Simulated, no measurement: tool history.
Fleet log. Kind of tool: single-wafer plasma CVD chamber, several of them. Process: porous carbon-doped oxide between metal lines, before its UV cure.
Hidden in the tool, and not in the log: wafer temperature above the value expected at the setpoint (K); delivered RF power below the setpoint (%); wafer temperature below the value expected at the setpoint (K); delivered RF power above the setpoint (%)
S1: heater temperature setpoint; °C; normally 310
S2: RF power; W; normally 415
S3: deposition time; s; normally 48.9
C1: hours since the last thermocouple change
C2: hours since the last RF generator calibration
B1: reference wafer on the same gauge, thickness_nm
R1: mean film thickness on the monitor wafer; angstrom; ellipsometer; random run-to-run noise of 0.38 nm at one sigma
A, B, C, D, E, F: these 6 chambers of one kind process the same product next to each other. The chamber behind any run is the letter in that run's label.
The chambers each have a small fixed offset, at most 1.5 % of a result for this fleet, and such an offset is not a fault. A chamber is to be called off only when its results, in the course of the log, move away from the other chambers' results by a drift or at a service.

run,day,S1,S2,S3,C1,C2,B1,R1
1A,0.379,310,415,48.9,898.4,2083.8,212.12,2159.7
2C,0.671,310,415,48.9,898.3,275.8,212.10,2149.8
# day 0.938: chamber E: RF generator calibrated
# day 1.000: chamber A: RF generator calibrated
3B,1.058,310,415,48.9,1432.2,782.5,212.02,2142.5
4F,1.479,310,415,48.9,1197.5,1196.7,212.16,2154.5
5D,1.938,310,415,48.9,569.7,563.2,212.05,2175.5
6E,2.321,310,415,48.9,2961.1,33.3,212.20,2141.6
7A,2.700,310,415,57.1,954.1,40.9,212.23,2512.7
8F,3.271,310,415,57.1,1240.5,1239.7,212.22,2505.1
9C,3.612,310,415,57.1,968.9,346.4,212.37,2504.7
10B,4.050,310,415,57.1,1504.0,854.3,212.34,2489.5
11E,4.612,310,415,57.1,3016.1,88.3,212.41,2498.5
12D,5.050,310,415,57.1,644.4,637.9,212.48,2549.9
13C,5.538,310,415,48.9,1015.1,392.6,212.49,2158.8
14F,6.000,310,415,48.9,1306.0,1305.2,212.61,2156.9
15E,6.475,310,415,48.9,3060.8,133.0,212.59,2147.8
16D,7.033,310,415,48.9,692.0,685.5,212.69,2193.5
17A,7.529,310,415,48.9,1070.0,156.8,212.68,2173.6
18B,8.112,310,415,48.9,1601.5,951.8,212.77,2150.2
19A,8.521,310,415,48.9,1093.8,180.6,212.74,2178.7
20D,9.079,310,415,48.9,741.1,734.6,212.76,2196.2
# day 9.429: chamber F: thermocouple changed; heater temperature recalibrated
21E,9.475,310,415,48.9,3132.8,205.0,212.83,2157.7
# day 9.492: chamber C: thermocouple changed; heater temperature recalibrated
22B,9.817,310,415,48.9,1642.4,992.7,212.93,2154.8
# day 9.921: chamber E: thermocouple changed; heater temperature recalibrated
23C,10.212,310,415,48.9,17.4,504.8,212.99,2167.1
24F,10.654,310,415,48.9,29.4,1416.9,213.08,2161.5
25E,11.075,310,415,48.9,27.8,243.4,213.03,2145.2
26B,11.646,310,415,48.9,1686.3,1036.6,213.01,2141.5
27A,12.267,310,415,48.9,1183.7,270.5,213.01,2171.3
28D,12.800,317,350,48.9,830.4,823.9,213.26,1847.7
29F,13.183,317,350,48.9,90.1,1477.6,213.11,1827.9
30C,13.742,317,350,48.9,102.1,589.5,213.25,1821.2
31F,14.221,317,350,48.9,115.0,1502.5,213.20,1825.3
32C,14.546,317,350,48.9,121.4,608.8,213.36,1821.2
33D,15.154,317,350,48.9,886.9,880.4,213.39,1848.1
34E,15.621,310,415,48.9,136.9,352.5,213.37,2154.6
35B,16.058,310,415,48.9,1792.2,1142.5,213.48,2159.9
36A,16.404,310,415,48.9,1283.0,369.8,213.52,2183.0

Decide between three cases: one chamber stands off from its peers, the gauge reading all wafers drifts, or nothing is wrong past each chamber's small offset. Where a chamber is off, say which and what most likely put it there.

Gauge drift. The chambers move together only on paper, and none stands off.
What lies behind it: gauge reads high (%) = 0.719.
